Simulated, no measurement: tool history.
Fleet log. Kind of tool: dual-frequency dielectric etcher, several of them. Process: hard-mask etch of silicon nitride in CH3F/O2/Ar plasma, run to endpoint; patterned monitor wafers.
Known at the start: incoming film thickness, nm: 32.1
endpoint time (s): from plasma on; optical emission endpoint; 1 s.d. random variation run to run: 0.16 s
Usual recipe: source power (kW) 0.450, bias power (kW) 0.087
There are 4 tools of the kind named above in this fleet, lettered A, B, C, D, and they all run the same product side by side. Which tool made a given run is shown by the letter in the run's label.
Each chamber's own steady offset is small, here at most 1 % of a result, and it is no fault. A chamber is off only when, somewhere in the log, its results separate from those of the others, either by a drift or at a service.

run,hour,source power (kW),bias power (kW),endpoint time (s)
1C,7.7,0.450,0.087,41.811
2D,22.4,0.450,0.087,42.026
3A,33.4,0.450,0.087,41.446
4B,47.8,0.450,0.087,41.517
5D,60.6,0.450,0.087,41.954
6A,74.2,0.550,0.095,37.234
7B,87.5,0.550,0.095,37.456
8C,100.4,0.550,0.095,37.573
9B,113.5,0.550,0.095,37.696
10A,123.9,0.450,0.087,41.445
11C,138.2,0.450,0.087,41.895
12D,150.6,0.450,0.087,42.143
13C,159.6,0.560,0.066,42.315
14B,171.7,0.560,0.066,42.212
# hour 173.4: chamber D: wet clean of the chamber
15D,179.2,0.560,0.066,42.621
16A,189.3,0.560,0.066,41.667
17D,196.5,0.450,0.087,41.695
18B,205.2,0.450,0.087,41.340
19C,211.7,0.450,0.087,41.653
20A,223.0,0.450,0.087,41.244
21A,232.9,0.450,0.087,41.504
# hour 235.9: chamber B: wet clean of the chamber
22C,240.0,0.450,0.087,41.599
23B,250.3,0.450,0.087,39.972
24D,257.1,0.530,0.087,39.148
25B,271.0,0.530,0.087,37.579
26C,283.1,0.530,0.087,39.048
27D,293.8,0.530,0.087,39.211
28A,301.1,0.450,0.087,41.442
29A,310.6,0.450,0.087,41.073
# hour 317.0: chamber A: wet clean of the chamber
30C,325.6,0.450,0.087,41.448
31B,339.6,0.450,0.087,39.754
32D,352.2,0.450,0.087,41.942
33A,362.3,0.450,0.087,41.354
34B,374.2,0.450,0.087,40.095

All 4 chambers run these settings next. Forecast each chamber's results:
35A,384.9,0.450,0.107,?
35B,384.9,0.450,0.107,?
35C,384.9,0.450,0.107,?
35D,384.9,0.450,0.107,?

run,endpoint time (s)
35A,38.411
35B,36.973
35C,38.758
35D,38.904
